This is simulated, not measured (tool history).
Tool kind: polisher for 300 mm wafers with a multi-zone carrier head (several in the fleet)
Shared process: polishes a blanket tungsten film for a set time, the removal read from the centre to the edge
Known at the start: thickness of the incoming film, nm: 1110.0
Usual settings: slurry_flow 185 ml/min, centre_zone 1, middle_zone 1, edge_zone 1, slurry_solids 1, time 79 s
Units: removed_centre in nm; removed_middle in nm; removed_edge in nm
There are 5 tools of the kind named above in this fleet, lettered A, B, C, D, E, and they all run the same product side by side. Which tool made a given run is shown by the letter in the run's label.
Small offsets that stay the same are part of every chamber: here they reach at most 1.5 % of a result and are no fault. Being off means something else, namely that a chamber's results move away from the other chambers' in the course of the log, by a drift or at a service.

{"run": "1D", "hour": 2.8, "slurry_flow": 185, "centre_zone": 1, "middle_zone": 1, "edge_zone": 1, "slurry_solids": 1, "time": 79, "removed_centre": 342.67, "removed_middle": 336.67, "removed_edge": 339.26}
{"hour": 6.6, "done": "chamber A: centre zone pressure recalibrated"}
{"run": "2E", "hour": 7.1, "slurry_flow": 185, "centre_zone": 1, "middle_zone": 1, "edge_zone": 1, "slurry_solids": 1, "time": 79, "removed_centre": 339, "removed_middle": 337.45, "removed_edge": 342.35}
{"run": "3C", "hour": 9.8, "slurry_flow": 185, "centre_zone": 1, "middle_zone": 1, "edge_zone": 1, "slurry_solids": 1, "time": 79, "removed_centre": 331.54, "removed_middle": 334.39, "removed_edge": 333.02}
{"run": "4A", "hour": 12.7, "slurry_flow": 185, "centre_zone": 1, "middle_zone": 1, "edge_zone": 1, "slurry_solids": 1, "time": 79, "removed_centre": 340.67, "removed_middle": 335.33, "removed_edge": 343.04}
{"run": "5B", "hour": 15.3, "slurry_flow": 185, "centre_zone": 1, "middle_zone": 1, "edge_zone": 1, "slurry_solids": 1, "time": 79, "removed_centre": 335.26, "removed_middle": 339.63, "removed_edge": 343.69}
{"run": "6D", "hour": 19.2, "slurry_flow": 185, "centre_zone": 1, "middle_zone": 1, "edge_zone": 1, "slurry_solids": 1, "time": 79, "removed_centre": 339.63, "removed_middle": 338.14, "removed_edge": 336.95}
{"run": "7C", "hour": 21.9, "slurry_flow": 155, "centre_zone": 1, "middle_zone": 0.95, "edge_zone": 1, "slurry_solids": 1, "time": 79, "removed_centre": 327.03, "removed_middle": 312.19, "removed_edge": 319.42}
{"run": "8B", "hour": 25.0, "slurry_flow": 155, "centre_zone": 1, "middle_zone": 0.95, "edge_zone": 1, "slurry_solids": 1, "time": 79, "removed_centre": 335.18, "removed_middle": 315.71, "removed_edge": 340.49}
{"run": "9E", "hour": 27.8, "slurry_flow": 155, "centre_zone": 1, "middle_zone": 0.95, "edge_zone": 1, "slurry_solids": 1, "time": 79, "removed_centre": 339.55, "removed_middle": 307.12, "removed_edge": 327.04}
{"run": "10A", "hour": 30.8, "slurry_flow": 155, "centre_zone": 1, "middle_zone": 0.95, "edge_zone": 1, "slurry_solids": 1, "time": 79, "removed_centre": 323.88, "removed_middle": 306.26, "removed_edge": 331.43}
{"run": "11B", "hour": 33.0, "slurry_flow": 155, "centre_zone": 1, "middle_zone": 0.95, "edge_zone": 1, "slurry_solids": 1, "time": 79, "removed_centre": 333.07, "removed_middle": 314.01, "removed_edge": 335.09}
{"run": "12E", "hour": 37.1, "slurry_flow": 185, "centre_zone": 1, "middle_zone": 1, "edge_zone": 1, "slurry_solids": 1, "time": 79, "removed_centre": 354.61, "removed_middle": 335.77, "removed_edge": 336.79}
{"run": "13C", "hour": 41.0, "slurry_flow": 185, "centre_zone": 1, "middle_zone": 0.94, "edge_zone": 1, "slurry_solids": 1, "time": 79, "removed_centre": 336.95, "removed_middle": 323.26, "removed_edge": 341.15}
{"run": "14A", "hour": 45.3, "slurry_flow": 185, "centre_zone": 1, "middle_zone": 0.94, "edge_zone": 1, "slurry_solids": 1, "time": 79, "removed_centre": 338.66, "removed_middle": 315.97, "removed_edge": 333.44}
{"run": "15D", "hour": 48.7, "slurry_flow": 185, "centre_zone": 1, "middle_zone": 0.94, "edge_zone": 1, "slurry_solids": 1, "time": 79, "removed_centre": 341.81, "removed_middle": 318.9, "removed_edge": 338.37}
{"run": "16D", "hour": 50.6, "slurry_flow": 185, "centre_zone": 1, "middle_zone": 0.94, "edge_zone": 1, "slurry_solids": 1, "time": 79, "removed_centre": 340.75, "removed_middle": 324.46, "removed_edge": 336.48}
{"run": "17E", "hour": 54.2, "slurry_flow": 185, "centre_zone": 1, "middle_zone": 0.94, "edge_zone": 1, "slurry_solids": 1, "time": 79, "removed_centre": 364.43, "removed_middle": 319.81, "removed_edge": 335.5}
{"run": "18B", "hour": 57.4, "slurry_flow": 185, "centre_zone": 1, "middle_zone": 1, "edge_zone": 1, "slurry_solids": 1, "time": 79, "removed_centre": 334.66, "removed_middle": 338.57, "removed_edge": 342.13}
{"run": "19A", "hour": 61.6, "slurry_flow": 185, "centre_zone": 1, "middle_zone": 1, "edge_zone": 1, "slurry_solids": 1, "time": 79, "removed_centre": 336.5, "removed_middle": 332.37, "removed_edge": 340.55}
{"run": "20C", "hour": 65.1, "slurry_flow": 185, "centre_zone": 1, "middle_zone": 1, "edge_zone": 1, "slurry_solids": 1, "time": 79, "removed_centre": 343.37, "removed_middle": 334.65, "removed_edge": 337.3}
{"run": "21E", "hour": 67.2, "slurry_flow": 185, "centre_zone": 1, "middle_zone": 1, "edge_zone": 1, "slurry_solids": 1, "time": 79, "removed_centre": 366.34, "removed_middle": 335.73, "removed_edge": 327.32}
{"run": "22D", "hour": 70.0, "slurry_flow": 185, "centre_zone": 1, "middle_zone": 1, "edge_zone": 1, "slurry_solids": 1, "time": 79, "removed_centre": 341.37, "removed_middle": 338.05, "removed_edge": 337.2}
{"run": "23A", "hour": 73.7, "slurry_flow": 185, "centre_zone": 1, "middle_zone": 1, "edge_zone": 1, "slurry_solids": 1, "time": 79, "removed_centre": 332.84, "removed_middle": 332.67, "removed_edge": 335.94}
{"run": "24C", "hour": 76.3, "slurry_flow": 185, "centre_zone": 1, "middle_zone": 1, "edge_zone": 1, "slurry_solids": 1, "time": 79, "removed_centre": 336.5, "removed_middle": 337.95, "removed_edge": 332.12}
{"hour": 78.4, "done": "chamber B: worn pad replaced by a new one"}
{"run": "25B", "hour": 78.6, "slurry_flow": 135, "centre_zone": 1.07, "middle_zone": 1, "edge_zone": 1, "slurry_solids": 1, "time": 79, "removed_centre": 340.14, "removed_middle": 326.48, "removed_edge": 324.99}
{"run": "26A", "hour": 82.1, "slurry_flow": 135, "centre_zone": 1.07, "middle_zone": 1, "edge_zone": 1, "slurry_solids": 1, "time": 79, "removed_centre": 340.71, "removed_middle": 306.02, "removed_edge": 329.22}
{"run": "27C", "hour": 85.6, "slurry_flow": 135, "centre_zone": 1.07, "middle_zone": 1, "edge_zone": 1, "slurry_solids": 1, "time": 79, "removed_centre": 343.45, "removed_middle": 316.28, "removed_edge": 324.49}
{"run": "28D", "hour": 89.1, "slurry_flow": 135, "centre_zone": 1.07, "middle_zone": 1, "edge_zone": 1, "slurry_solids": 1, "time": 79, "removed_centre": 342.47, "removed_middle": 324.7, "removed_edge": 327.19}
{"run": "29B", "hour": 92.0, "slurry_flow": 135, "centre_zone": 1.07, "middle_zone": 1, "edge_zone": 1, "slurry_solids": 1, "time": 79, "removed_centre": 349.94, "removed_middle": 323.96, "removed_edge": 324.59}
{"run": "30E", "hour": 94.1, "slurry_flow": 185, "centre_zone": 1, "middle_zone": 1, "edge_zone": 1, "slurry_solids": 1, "time": 79, "removed_centre": 376.53, "removed_middle": 339.83, "removed_edge": 334.19}
{"run": "31E", "hour": 98.1, "slurry_flow": 185, "centre_zone": 1, "middle_zone": 1, "edge_zone": 1, "slurry_solids": 1, "time": 79, "removed_centre": 376.67, "removed_middle": 337.88, "removed_edge": 340.62}
{"run": "32C", "hour": 101.2, "slurry_flow": 185, "centre_zone": 1, "middle_zone": 1, "edge_zone": 1, "slurry_solids": 1, "time": 79, "removed_centre": 332.88, "removed_middle": 339.25, "removed_edge": 331.04}

Next, all 5 chambers run the settings below, one line each with question marks for the results. What does each chamber give?
{"run": "33A", "hour": 104.3, "slurry_flow": 185, "centre_zone": 1, "middle_zone": 1, "edge_zone": 1, "slurry_solids": 1, "time": 79, "removed_centre": "?", "removed_middle": "?", "removed_edge": "?"}
{"run": "33B", "hour": 104.3, "slurry_flow": 185, "centre_zone": 1, "middle_zone": 1, "edge_zone": 1, "slurry_solids": 1, "time": 79, "removed_centre": "?", "removed_middle": "?", "removed_edge": "?"}
{"run": "33C", "hour": 104.3, "slurry_flow": 185, "centre_zone": 1, "middle_zone": 1, "edge_zone": 1, "slurry_solids": 1, "time": 79, "removed_centre": "?", "removed_middle": "?", "removed_edge": "?"}
{"run": "33D", "hour": 104.3, "slurry_flow": 185, "centre_zone": 1, "middle_zone": 1, "edge_zone": 1, "slurry_solids": 1, "time": 79, "removed_centre": "?", "removed_middle": "?", "removed_edge": "?"}
{"run": "33E", "hour": 104.3, "slurry_flow": 185, "centre_zone": 1, "middle_zone": 1, "edge_zone": 1, "slurry_solids": 1, "time": 79, "removed_centre": "?", "removed_middle": "?", "removed_edge": "?"}

run=33A removed_centre=340.61 removed_middle=336.42 removed_edge=337.28
run=33B removed_centre=342.13 removed_middle=339.91 removed_edge=336.65
run=33C removed_centre=328.99 removed_middle=336.4 removed_edge=334.37
run=33D removed_centre=347.43 removed_middle=331.58 removed_edge=342.42
run=33E removed_centre=380.49 removed_middle=333.64 removed_edge=342.25
